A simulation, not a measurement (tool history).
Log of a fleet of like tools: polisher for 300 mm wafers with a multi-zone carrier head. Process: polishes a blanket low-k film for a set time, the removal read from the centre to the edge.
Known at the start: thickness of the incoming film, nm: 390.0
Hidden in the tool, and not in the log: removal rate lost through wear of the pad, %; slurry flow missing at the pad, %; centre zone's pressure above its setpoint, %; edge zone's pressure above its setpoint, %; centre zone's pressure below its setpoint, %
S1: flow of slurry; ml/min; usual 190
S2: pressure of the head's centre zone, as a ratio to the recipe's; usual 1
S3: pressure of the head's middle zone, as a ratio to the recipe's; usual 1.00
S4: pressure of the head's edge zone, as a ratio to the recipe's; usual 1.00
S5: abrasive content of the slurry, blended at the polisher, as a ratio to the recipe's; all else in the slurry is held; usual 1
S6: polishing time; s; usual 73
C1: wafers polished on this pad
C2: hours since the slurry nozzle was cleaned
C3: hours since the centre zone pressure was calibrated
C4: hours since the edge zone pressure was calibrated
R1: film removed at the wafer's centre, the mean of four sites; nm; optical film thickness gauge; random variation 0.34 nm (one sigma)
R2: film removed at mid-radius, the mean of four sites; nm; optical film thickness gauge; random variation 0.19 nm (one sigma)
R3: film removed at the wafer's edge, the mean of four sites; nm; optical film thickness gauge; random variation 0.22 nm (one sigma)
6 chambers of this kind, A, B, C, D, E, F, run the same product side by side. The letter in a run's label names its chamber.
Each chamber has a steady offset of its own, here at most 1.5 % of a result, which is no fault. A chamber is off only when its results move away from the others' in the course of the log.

run     day   S1  S2    S3    S4  S5  S6   C1     C2      C3      C4      R1      R2      R3
 1B   0.350  190   1  1.00  1.00   1  73  625  375.6   354.4   468.2  30.680  30.379  30.619
 2C   0.671  190   1  1.00  1.00   1  73  527  327.6   254.7   750.2  30.380  30.795  30.647
      0.779  -- chamber D: worn pad replaced by a new one
 3D   1.150  190   1  1.00  1.00   1  73   80  237.4   946.3   119.8  30.360  30.198  30.280
      1.296  -- chamber B: worn pad replaced by a new one
      1.325  -- chamber E: worn pad replaced by a new one
 4E   1.442  190   1  1.00  1.00   1  73   26  156.5    79.0    79.6  30.678  30.777  30.510
      1.525  -- chamber F: worn pad replaced by a new one
 5A   1.725  190   1  1.00  1.00   1  73  437  322.1   361.5   916.0  30.530  30.234  30.177
      1.858  -- chamber C: worn pad replaced by a new one
 6F   2.288  190   1  1.00  1.00   1  89  166  412.1   822.3   330.3  37.106  36.820  37.016
      2.729  -- chamber D: centre zone pressure recalibrated
      2.858  -- chamber A: worn pad replaced by a new one
 7B   2.879  190   1  1.00  1.00   1  89  345  436.3   415.1   528.9  36.831  37.025  37.208
 8F   3.338  190   1  1.00  1.00   1  89  395  437.3   847.5   355.5  37.558  36.462  37.140
      3.521  -- chamber E: slurry nozzle cleaned
      3.700  -- chamber D: slurry nozzle cleaned
 9D   3.833  190   1  1.00  1.00   1  89  666    3.3    26.5   184.2  37.013  37.343  36.665
      3.879  -- chamber F: slurry nozzle cleaned
      4.246  -- chamber D: worn pad replaced by a new one
      4.375  -- chamber B: edge zone pressure recalibrated
10C   4.400  190   1  1.00  1.00   1  89  555  417.1   344.2   839.7  37.693  37.396  37.883
      4.462  -- chamber E: worn pad replaced by a new one
11E   4.779  190   1  1.00  1.00   1  89   69   30.3   159.1   159.7  37.450  36.853  37.023
      5.079  -- chamber B: worn pad replaced by a new one
12A   5.183  190   1  1.00  1.00   1  73  507  405.1   444.5   999.0  30.147  30.289  29.807
      5.221  -- chamber C: centre zone pressure recalibrated
      5.275  -- chamber F: worn pad replaced by a new one
13D   5.704  190   1  0.95  1.00   1  53  318   48.2    71.4   229.1  22.207  21.048  22.017
      5.796  -- chamber A: worn pad replaced by a new one
      6.071  -- chamber C: worn pad replaced by a new one
14A   6.158  190   1  0.95  1.00   1  53   79  428.5   467.9  1022.4  21.850  21.283  21.903
      6.562  -- chamber C: slurry nozzle cleaned
15C   6.700  190   1  0.95  1.00   1  53  137    3.3    35.5   894.9  21.961  21.217  22.210
16E   7.188  190   1  0.95  1.00   1  53  594   88.1   216.9   217.5  22.218  21.050  22.148
17F   7.575  190   1  0.95  1.00   1  53  502   88.8   949.2   457.2  21.776  20.597  21.869
      7.733  -- chamber E: worn pad replaced by a new one
      7.892  -- chamber D: worn pad replaced by a new one
      7.950  -- chamber B: slurry nozzle cleaned
18B   8.146  190   1  0.95  1.00   1  53  669    4.8   541.5    90.5  21.954  20.944  22.045
      8.217  -- chamber B: worn pad replaced by a new one
19C   8.517  190   1  1.00  1.00   1  73  533   46.9    79.1   938.5  30.369  30.622  30.563
      8.600  -- chamber F: worn pad replaced by a new one
20A   9.033  190   1  1.00  1.00   1  73  706  497.5   536.9  1091.4  30.492  30.385  29.909
      9.079  -- chamber A: worn pad replaced by a new one
21B   9.408  190   1  1.07  0.89   1  73  260   35.1   571.8   120.8  30.864  32.170  28.872
      9.450  -- chamber C: worn pad replaced by a new one
22E   9.692  190   1  1.07  0.89   1  73  427  148.2   277.0   277.6  30.243  32.219  28.751
23F  10.262  190   1  1.07  0.89   1  73  363  153.3  1013.7   521.7  28.235  32.168  29.049
24D  10.625  190   1  1.07  0.89   1  73  596  166.3   189.5   347.2  29.844  31.816  28.523
25C  10.908  190   1  1.07  0.89   1  73  318  104.3   136.5   995.9  30.846  32.594  28.712
     11.300  -- chamber E: worn pad replaced by a new one
26D  11.300  190   1  1.07  0.89   1  73  743  182.5   205.7   363.4  30.769  31.987  28.075
     11.392  -- chamber D: worn pad replaced by a new one
     11.396  -- chamber B: worn pad replaced by a new one
     11.504  -- chamber F: worn pad replaced by a new one
27A  11.571  190   1  1.00  1.00   1  89  544  558.4   597.8  1152.3  36.689  36.860  36.274
     11.658  -- chamber A: slurry nozzle cleaned
     11.662  -- chamber E: slurry nozzle cleaned
     12.025  -- chamber D: edge zone pressure recalibrated
     12.075  -- chamber A: worn pad replaced by a new one
28B  12.154  190   1  1.00  1.00   1  89  166  101.0   637.7   186.7  36.662  36.320  37.290
29E  12.521  190   1  1.00  1.00   1  89  267   20.6   344.9   345.5  37.679  36.964  37.677
     12.842  -- chamber C: worn pad replaced by a new one
30F  12.883  190   1  1.00  1.00   1  89  301  216.2  1076.6   584.6  33.953  36.570  36.814
31A  13.358  190   1  1.00  1.00   1  89  280   40.8   640.7  1195.2  36.565  37.700  37.071
32E  13.762  190   1  1.00  1.00   1  89  537   50.4   374.7   375.3  37.660  37.445  37.078
33D  14.096  190   1  1.00  1.00   1  73  590  249.6   272.8    49.8  30.173  29.980  30.093
     14.379  -- chamber B: worn pad replaced by a new one
     14.612  -- chamber F: worn pad replaced by a new one
34C  14.700  190   1  1.00  1.00   1  73  406  195.3   227.5  1086.9  30.792  30.911  31.007
     14.804  -- chamber E: worn pad replaced by a new one
     14.962  -- chamber D: worn pad replaced by a new one
35F  15.033  190   1  1.00  1.00   1  73   92  267.8  1128.2   636.2  27.643  30.338  30.410
36B  15.404  190   1  1.00  1.00   1  73  223  179.0   715.7   264.7  30.181  29.992  30.534
37E  15.917  190   1  1.00  1.00   1  73  242  102.1   426.4   427.0  30.360  30.755  30.906
38D  16.521  190   1  1.00  1.00   1  73  340  307.8   331.0   108.0  30.354  30.246  29.968
     16.546  -- chamber C: edge zone pressure recalibrated
     16.825  -- chamber C: worn pad replaced by a new one
39C  16.925  190   1  1.00  1.00   1  73   22  248.7   280.9     9.2  29.894  30.324  31.091

Is one chamber off against the others, does the gauge drift, or is nothing wrong? If a chamber is off, say which, and what the likeliest cause is.

Chamber F drifts away from the others.
Cause: centre zone's pressure below its setpoint, % = 12.5.

Here are 4 candidates for chamber F's next run, each the usual settings with a change, their results left as question marks. Which one brings its results back in line with what the others give on the usual settings?
In line means no further than this from the other chambers' mean on the usual settings: R1 1.200 nm; R2 0.660 nm; R3 0.780 nm
40F-1  17.371  195  1.10  0.99  0.96   1  74                   ?   ?   ?
40F-2  17.371  195  1.04  0.99  0.99   1  73                   ?   ?   ?
40F-3  17.371  185  0.96  1.01  1.01   1  73                   ?   ?   ?
40F-4  17.371  185  0.90  1.01  1.04   1  72                   ?   ?   ?

The other chambers' mean on the usual settings: R1 30.361 nm; R2 30.409 nm; R3 30.380 nm
  run      R1      R2      R3
40F-1  29.974  30.479  30.177
40F-2  27.786  30.075  30.246
40F-3  25.183  30.396  30.374
40F-4  23.095  29.988  30.425
40F-1 brings the chamber back in line.
